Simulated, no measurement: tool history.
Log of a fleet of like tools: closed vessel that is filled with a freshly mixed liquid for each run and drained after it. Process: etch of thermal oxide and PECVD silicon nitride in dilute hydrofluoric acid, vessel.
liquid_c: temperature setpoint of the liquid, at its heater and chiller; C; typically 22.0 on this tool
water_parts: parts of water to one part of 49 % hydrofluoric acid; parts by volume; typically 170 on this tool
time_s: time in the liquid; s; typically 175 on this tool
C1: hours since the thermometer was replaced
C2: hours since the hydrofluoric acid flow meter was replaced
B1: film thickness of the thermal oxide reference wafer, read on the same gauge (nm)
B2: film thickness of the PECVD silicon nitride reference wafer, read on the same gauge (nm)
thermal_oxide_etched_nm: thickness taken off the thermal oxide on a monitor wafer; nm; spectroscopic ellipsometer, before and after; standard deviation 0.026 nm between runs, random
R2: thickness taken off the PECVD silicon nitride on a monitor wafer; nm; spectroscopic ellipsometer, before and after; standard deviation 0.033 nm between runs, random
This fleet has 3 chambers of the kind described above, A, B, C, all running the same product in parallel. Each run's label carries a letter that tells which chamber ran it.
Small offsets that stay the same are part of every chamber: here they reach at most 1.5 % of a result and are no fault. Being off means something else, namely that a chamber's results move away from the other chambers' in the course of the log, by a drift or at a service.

{"run": "1A", "hour": 11.7, "liquid_c": 22.0, "water_parts": 170, "time_s": 175, "C1": 489.5, "C2": 105.8, "B1": 90.007, "B2": 89.968, "thermal_oxide_etched_nm": 4.1135, "R2": 5.1316}
{"run": "2B", "hour": 24.8, "liquid_c": 22.0, "water_parts": 170, "time_s": 175, "C1": 2150.9, "C2": 207.8, "B1": 90.004, "B2": 89.972, "thermal_oxide_etched_nm": 4.087, "R2": 5.122}
{"hour": 29.1, "done": "chamber B: thermometer replaced"}
{"run": "3C", "hour": 36.2, "liquid_c": 22.0, "water_parts": 170, "time_s": 175, "C1": 1749.4, "C2": 2044.6, "B1": 89.992, "B2": 89.981, "thermal_oxide_etched_nm": 4.0841, "R2": 5.0657}
{"run": "4A", "hour": 50.2, "liquid_c": 22.0, "water_parts": 170, "time_s": 175, "C1": 528.0, "C2": 144.3, "B1": 90.005, "B2": 90.001, "thermal_oxide_etched_nm": 4.1195, "R2": 5.1346}
{"run": "5C", "hour": 57.3, "liquid_c": 22.0, "water_parts": 170, "time_s": 175, "C1": 1770.5, "C2": 2065.7, "B1": 90.0, "B2": 90.018, "thermal_oxide_etched_nm": 4.0995, "R2": 5.1601}
{"run": "6B", "hour": 67.4, "liquid_c": 22.0, "water_parts": 170, "time_s": 175, "C1": 38.4, "C2": 250.4, "B1": 89.999, "B2": 89.996, "thermal_oxide_etched_nm": 4.0863, "R2": 5.1433}
{"run": "7A", "hour": 76.2, "liquid_c": 22.0, "water_parts": 170, "time_s": 175, "C1": 554.0, "C2": 170.3, "B1": 90.0, "B2": 89.976, "thermal_oxide_etched_nm": 4.0808, "R2": 5.099}
{"run": "8C", "hour": 83.0, "liquid_c": 22.0, "water_parts": 170, "time_s": 175, "C1": 1796.2, "C2": 2091.4, "B1": 90.006, "B2": 90.005, "thermal_oxide_etched_nm": 4.1061, "R2": 5.1474}
{"run": "9B", "hour": 93.7, "liquid_c": 17.5, "water_parts": 170, "time_s": 175, "C1": 64.7, "C2": 276.7, "B1": 89.988, "B2": 89.996, "thermal_oxide_etched_nm": 3.4308, "R2": 3.8187}
{"hour": 105.2, "done": "chamber C: hydrofluoric acid flow meter replaced"}
{"run": "10A", "hour": 105.3, "liquid_c": 17.5, "water_parts": 170, "time_s": 175, "C1": 583.1, "C2": 199.4, "B1": 89.988, "B2": 90.004, "thermal_oxide_etched_nm": 3.4255, "R2": 3.7528}
{"run": "11B", "hour": 117.8, "liquid_c": 17.5, "water_parts": 170, "time_s": 175, "C1": 88.8, "C2": 300.8, "B1": 90.01, "B2": 89.987, "thermal_oxide_etched_nm": 3.4103, "R2": 3.7589}
{"run": "12C", "hour": 130.7, "liquid_c": 22.0, "water_parts": 170, "time_s": 175, "C1": 1843.9, "C2": 25.6, "B1": 89.998, "B2": 89.991, "thermal_oxide_etched_nm": 4.1455, "R2": 5.1231}
{"run": "13C", "hour": 139.4, "liquid_c": 22.0, "water_parts": 240, "time_s": 220, "C1": 1852.6, "C2": 34.3, "B1": 89.988, "B2": 89.996, "thermal_oxide_etched_nm": 3.4065, "R2": 4.6182}
{"run": "14B", "hour": 150.8, "liquid_c": 22.0, "water_parts": 240, "time_s": 220, "C1": 121.8, "C2": 333.8, "B1": 90.011, "B2": 89.975, "thermal_oxide_etched_nm": 3.3852, "R2": 4.6521}
{"run": "15A", "hour": 160.3, "liquid_c": 22.0, "water_parts": 240, "time_s": 220, "C1": 638.1, "C2": 254.4, "B1": 90.001, "B2": 90.011, "thermal_oxide_etched_nm": 3.3654, "R2": 4.5219}
{"run": "16B", "hour": 174.5, "liquid_c": 19.0, "water_parts": 170, "time_s": 260, "C1": 145.5, "C2": 357.5, "B1": 90.029, "B2": 90.02, "thermal_oxide_etched_nm": 5.4265, "R2": 6.2244}
{"run": "17A", "hour": 181.1, "liquid_c": 19.0, "water_parts": 170, "time_s": 260, "C1": 658.9, "C2": 275.2, "B1": 89.977, "B2": 90.007, "thermal_oxide_etched_nm": 5.3677, "R2": 6.0239}
{"run": "18C", "hour": 194.8, "liquid_c": 19.0, "water_parts": 170, "time_s": 260, "C1": 1908.0, "C2": 89.7, "B1": 89.983, "B2": 90.043, "thermal_oxide_etched_nm": 5.4156, "R2": 6.2889}
{"run": "19B", "hour": 204.5, "liquid_c": 22.0, "water_parts": 170, "time_s": 175, "C1": 175.5, "C2": 387.5, "B1": 90.001, "B2": 89.983, "thermal_oxide_etched_nm": 4.0949, "R2": 5.0853}
{"run": "20A", "hour": 215.2, "liquid_c": 22.0, "water_parts": 170, "time_s": 175, "C1": 693.0, "C2": 309.3, "B1": 90.0, "B2": 90.005, "thermal_oxide_etched_nm": 4.0513, "R2": 4.9214}
{"run": "21C", "hour": 225.9, "liquid_c": 22.0, "water_parts": 170, "time_s": 175, "C1": 1939.1, "C2": 120.8, "B1": 90.007, "B2": 90.012, "thermal_oxide_etched_nm": 4.0832, "R2": 5.0811}
{"run": "22C", "hour": 237.0, "liquid_c": 22.0, "water_parts": 170, "time_s": 175, "C1": 1950.2, "C2": 131.9, "B1": 89.998, "B2": 90.019, "thermal_oxide_etched_nm": 4.1156, "R2": 5.0921}
{"run": "23A", "hour": 249.0, "liquid_c": 22.0, "water_parts": 115, "time_s": 245, "C1": 726.8, "C2": 343.1, "B1": 89.985, "B2": 90.011, "thermal_oxide_etched_nm": 8.9131, "R2": 10.222}
{"run": "24B", "hour": 256.7, "liquid_c": 22.0, "water_parts": 115, "time_s": 245, "C1": 227.7, "C2": 439.7, "B1": 89.994, "B2": 89.995, "thermal_oxide_etched_nm": 8.9956, "R2": 10.506}
{"run": "25B", "hour": 266.6, "liquid_c": 22.0, "water_parts": 115, "time_s": 245, "C1": 237.6, "C2": 449.6, "B1": 89.994, "B2": 90.001, "thermal_oxide_etched_nm": 8.9504, "R2": 10.509}
{"run": "26A", "hour": 280.7, "liquid_c": 17.5, "water_parts": 170, "time_s": 240, "C1": 758.5, "C2": 374.8, "B1": 90.014, "B2": 89.976, "thermal_oxide_etched_nm": 4.5844, "R2": 5.0003}
{"run": "27C", "hour": 290.6, "liquid_c": 17.5, "water_parts": 170, "time_s": 240, "C1": 2003.8, "C2": 185.5, "B1": 90.015, "B2": 90.003, "thermal_oxide_etched_nm": 4.6941, "R2": 5.2389}
{"run": "28A", "hour": 303.1, "liquid_c": 17.5, "water_parts": 170, "time_s": 240, "C1": 780.9, "C2": 397.2, "B1": 90.014, "B2": 89.983, "thermal_oxide_etched_nm": 4.561, "R2": 4.8864}
{"run": "29B", "hour": 316.7, "liquid_c": 22.0, "water_parts": 220, "time_s": 130, "C1": 287.7, "C2": 499.7, "B1": 89.977, "B2": 89.962, "thermal_oxide_etched_nm": 2.2212, "R2": 2.9444}
{"run": "30C", "hour": 325.3, "liquid_c": 22.0, "water_parts": 220, "time_s": 130, "C1": 2038.5, "C2": 220.2, "B1": 89.987, "B2": 89.987, "thermal_oxide_etched_nm": 2.2353, "R2": 2.9384}
{"run": "31A", "hour": 333.9, "liquid_c": 22.0, "water_parts": 220, "time_s": 130, "C1": 811.7, "C2": 428.0, "B1": 89.969, "B2": 90.0, "thermal_oxide_etched_nm": 2.1516, "R2": 2.8061}
{"run": "32C", "hour": 348.0, "liquid_c": 22.0, "water_parts": 170, "time_s": 175, "C1": 2061.2, "C2": 242.9, "B1": 90.004, "B2": 90.021, "thermal_oxide_etched_nm": 4.0765, "R2": 5.1393}
{"run": "33B", "hour": 358.4, "liquid_c": 22.0, "water_parts": 170, "time_s": 175, "C1": 329.4, "C2": 541.4, "B1": 89.992, "B2": 89.966, "thermal_oxide_etched_nm": 4.083, "R2": 5.0981}
{"run": "34B", "hour": 365.2, "liquid_c": 22.0, "water_parts": 170, "time_s": 175, "C1": 336.2, "C2": 548.2, "B1": 89.998, "B2": 89.991, "thermal_oxide_etched_nm": 4.0894, "R2": 5.1496}
{"run": "35C", "hour": 371.9, "liquid_c": 22.0, "water_parts": 170, "time_s": 175, "C1": 2085.1, "C2": 266.8, "B1": 90.009, "B2": 89.993, "thermal_oxide_etched_nm": 4.1178, "R2": 5.1019}
{"run": "36A", "hour": 383.7, "liquid_c": 22.0, "water_parts": 170, "time_s": 175, "C1": 861.5, "C2": 477.8, "B1": 89.993, "B2": 89.979, "thermal_oxide_etched_nm": 3.9749, "R2": 4.798}
{"run": "37C", "hour": 394.9, "liquid_c": 22.0, "water_parts": 170, "time_s": 175, "C1": 2108.1, "C2": 289.8, "B1": 90.004, "B2": 90.008, "thermal_oxide_etched_nm": 4.0861, "R2": 5.0392}
{"run": "38B", "hour": 408.2, "liquid_c": 22.0, "water_parts": 170, "time_s": 175, "C1": 379.2, "C2": 591.2, "B1": 90.013, "B2": 90.02, "thermal_oxide_etched_nm": 4.1101, "R2": 5.1891}

All chambers now run identical settings, listed one chamber a line with results as question marks. What results will each chamber show?
{"run": "39A", "hour": 419.1, "liquid_c": 22.0, "water_parts": 170, "time_s": 265, "thermal_oxide_etched_nm": "?", "R2": "?"}
{"run": "39B", "hour": 419.1, "liquid_c": 22.0, "water_parts": 170, "time_s": 265, "thermal_oxide_etched_nm": "?", "R2": "?"}
{"run": "39C", "hour": 419.1, "liquid_c": 22.0, "water_parts": 170, "time_s": 265, "thermal_oxide_etched_nm": "?", "R2": "?"}

run=39A thermal_oxide_etched_nm=5.9360 R2=7.2299
run=39B thermal_oxide_etched_nm=6.1824 R2=7.7023
run=39C thermal_oxide_etched_nm=6.1995 R2=7.6825

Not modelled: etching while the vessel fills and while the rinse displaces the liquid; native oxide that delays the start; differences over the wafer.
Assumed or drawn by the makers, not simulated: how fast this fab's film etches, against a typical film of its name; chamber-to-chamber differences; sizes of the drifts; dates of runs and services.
